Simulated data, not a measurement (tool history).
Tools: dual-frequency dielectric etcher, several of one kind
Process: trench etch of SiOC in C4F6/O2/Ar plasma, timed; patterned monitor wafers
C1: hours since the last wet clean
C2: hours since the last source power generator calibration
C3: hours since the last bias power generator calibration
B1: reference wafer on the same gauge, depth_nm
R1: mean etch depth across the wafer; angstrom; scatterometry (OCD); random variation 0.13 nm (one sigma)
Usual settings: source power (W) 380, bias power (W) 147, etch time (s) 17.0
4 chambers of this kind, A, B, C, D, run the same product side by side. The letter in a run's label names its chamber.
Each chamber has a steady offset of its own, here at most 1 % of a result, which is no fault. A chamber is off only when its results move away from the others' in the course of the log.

{"run": "1D", "hour": 2.6, "source power (W)": 380, "bias power (W)": 147, "etch time (s)": 17.0, "C1": 102.3, "C2": 108.2, "C3": 127.4, "B1": 33.797, "R1": 325.18}
{"run": "2B", "hour": 5.3, "source power (W)": 380, "bias power (W)": 147, "etch time (s)": 17.0, "C1": 325.0, "C2": 1000.0, "C3": 2143.7, "B1": 33.794, "R1": 328.47}
{"run": "3C", "hour": 7.8, "source power (W)": 380, "bias power (W)": 147, "etch time (s)": 17.0, "C1": 75.4, "C2": 264.4, "C3": 1335.5, "B1": 33.774, "R1": 322.74}
{"run": "4A", "hour": 12.0, "source power (W)": 380, "bias power (W)": 147, "etch time (s)": 17.0, "C1": 431.8, "C2": 1399.4, "C3": 814.3, "B1": 33.818, "R1": 325.14}
{"run": "5D", "hour": 16.2, "source power (W)": 380, "bias power (W)": 147, "etch time (s)": 17.0, "C1": 115.9, "C2": 121.8, "C3": 141.0, "B1": 33.798, "R1": 324.41}
{"run": "6A", "hour": 18.4, "source power (W)": 380, "bias power (W)": 147, "etch time (s)": 17.0, "C1": 438.2, "C2": 1405.8, "C3": 820.7, "B1": 33.796, "R1": 329.26}
{"run": "7B", "hour": 20.5, "source power (W)": 380, "bias power (W)": 147, "etch time (s)": 17.0, "C1": 340.2, "C2": 1015.2, "C3": 2158.9, "B1": 33.824, "R1": 326.14}
{"run": "8C", "hour": 22.6, "source power (W)": 380, "bias power (W)": 147, "etch time (s)": 17.0, "C1": 90.2, "C2": 279.2, "C3": 1350.3, "B1": 33.79, "R1": 320.14}
{"run": "9A", "hour": 26.5, "source power (W)": 440, "bias power (W)": 147, "etch time (s)": 15.0, "C1": 446.3, "C2": 1413.9, "C3": 828.8, "B1": 33.817, "R1": 304.99}
{"run": "10D", "hour": 29.2, "source power (W)": 440, "bias power (W)": 147, "etch time (s)": 15.0, "C1": 128.9, "C2": 134.8, "C3": 154.0, "B1": 33.763, "R1": 303.59}
{"run": "11B", "hour": 33.1, "source power (W)": 440, "bias power (W)": 147, "etch time (s)": 15.0, "C1": 352.8, "C2": 1027.8, "C3": 2171.5, "B1": 33.821, "R1": 305.6}
{"run": "12C", "hour": 35.1, "source power (W)": 440, "bias power (W)": 147, "etch time (s)": 15.0, "C1": 102.7, "C2": 291.7, "C3": 1362.8, "B1": 33.788, "R1": 302.71}
{"run": "13A", "hour": 39.2, "source power (W)": 350, "bias power (W)": 179, "etch time (s)": 17.0, "C1": 459.0, "C2": 1426.6, "C3": 841.5, "B1": 33.82, "R1": 337.12}
{"run": "14C", "hour": 41.8, "source power (W)": 350, "bias power (W)": 179, "etch time (s)": 17.0, "C1": 109.4, "C2": 298.4, "C3": 1369.5, "B1": 33.809, "R1": 331.94}
{"run": "15D", "hour": 44.2, "source power (W)": 350, "bias power (W)": 179, "etch time (s)": 17.0, "C1": 143.9, "C2": 149.8, "C3": 169.0, "B1": 33.812, "R1": 332.87}
{"run": "16B", "hour": 48.0, "source power (W)": 350, "bias power (W)": 179, "etch time (s)": 17.0, "C1": 367.7, "C2": 1042.7, "C3": 2186.4, "B1": 33.784, "R1": 332.2}
{"run": "17C", "hour": 50.2, "source power (W)": 380, "bias power (W)": 147, "etch time (s)": 13.5, "C1": 117.8, "C2": 306.8, "C3": 1377.9, "B1": 33.798, "R1": 255.93}
{"run": "18D", "hour": 54.1, "source power (W)": 380, "bias power (W)": 147, "etch time (s)": 13.5, "C1": 153.8, "C2": 159.7, "C3": 178.9, "B1": 33.781, "R1": 257.37}
{"run": "19B", "hour": 56.3, "source power (W)": 380, "bias power (W)": 147, "etch time (s)": 13.5, "C1": 376.0, "C2": 1051.0, "C3": 2194.7, "B1": 33.815, "R1": 258.62}
{"run": "20A", "hour": 59.7, "source power (W)": 380, "bias power (W)": 147, "etch time (s)": 13.5, "C1": 479.5, "C2": 1447.1, "C3": 862.0, "B1": 33.776, "R1": 262.07}
{"run": "21D", "hour": 63.2, "source power (W)": 290, "bias power (W)": 147, "etch time (s)": 14.5, "C1": 162.9, "C2": 168.8, "C3": 188.0, "B1": 33.775, "R1": 250.49}
{"run": "22B", "hour": 66.6, "source power (W)": 290, "bias power (W)": 147, "etch time (s)": 14.5, "C1": 386.3, "C2": 1061.3, "C3": 2205.0, "B1": 33.78, "R1": 248.59}
{"run": "23A", "hour": 68.7, "source power (W)": 290, "bias power (W)": 147, "etch time (s)": 14.5, "C1": 488.5, "C2": 1456.1, "C3": 871.0, "B1": 33.793, "R1": 252.19}
{"run": "24C", "hour": 72.7, "source power (W)": 290, "bias power (W)": 147, "etch time (s)": 14.5, "C1": 140.3, "C2": 329.3, "C3": 1400.4, "B1": 33.79, "R1": 248.65}
{"run": "25D", "hour": 75.6, "source power (W)": 380, "bias power (W)": 147, "etch time (s)": 17.0, "C1": 175.3, "C2": 181.2, "C3": 200.4, "B1": 33.784, "R1": 325.23}
{"run": "26C", "hour": 79.2, "source power (W)": 380, "bias power (W)": 147, "etch time (s)": 17.0, "C1": 146.8, "C2": 335.8, "C3": 1406.9, "B1": 33.774, "R1": 320.76}
{"run": "27B", "hour": 82.0, "source power (W)": 440, "bias power (W)": 114, "etch time (s)": 17.0, "C1": 401.7, "C2": 1076.7, "C3": 2220.4, "B1": 33.792, "R1": 315.66}
{"run": "28A", "hour": 84.2, "source power (W)": 440, "bias power (W)": 114, "etch time (s)": 17.0, "C1": 504.0, "C2": 1471.6, "C3": 886.5, "B1": 33.847, "R1": 320.62}
{"run": "29B", "hour": 86.1, "source power (W)": 440, "bias power (W)": 114, "etch time (s)": 17.0, "C1": 405.8, "C2": 1080.8, "C3": 2224.5, "B1": 33.821, "R1": 315.53}
{"run": "30C", "hour": 88.5, "source power (W)": 440, "bias power (W)": 114, "etch time (s)": 17.0, "C1": 156.1, "C2": 345.1, "C3": 1416.2, "B1": 33.779, "R1": 315.98}
{"run": "31D", "hour": 90.6, "source power (W)": 380, "bias power (W)": 147, "etch time (s)": 17.0, "C1": 190.3, "C2": 196.2, "C3": 215.4, "B1": 33.778, "R1": 323.41}

Next, every chamber runs the same settings. What will each give?
{"run": "32A", "hour": 93.8, "source power (W)": 380, "bias power (W)": 147, "etch time (s)": 14.5, "R1": "?"}
{"run": "32B", "hour": 93.8, "source power (W)": 380, "bias power (W)": 147, "etch time (s)": 14.5, "R1": "?"}
{"run": "32C", "hour": 93.8, "source power (W)": 380, "bias power (W)": 147, "etch time (s)": 14.5, "R1": "?"}
{"run": "32D", "hour": 93.8, "source power (W)": 380, "bias power (W)": 147, "etch time (s)": 14.5, "R1": "?"}

run=32A R1=280.56
run=32B R1=271.26
run=32C R1=273.92
run=32D R1=274.30

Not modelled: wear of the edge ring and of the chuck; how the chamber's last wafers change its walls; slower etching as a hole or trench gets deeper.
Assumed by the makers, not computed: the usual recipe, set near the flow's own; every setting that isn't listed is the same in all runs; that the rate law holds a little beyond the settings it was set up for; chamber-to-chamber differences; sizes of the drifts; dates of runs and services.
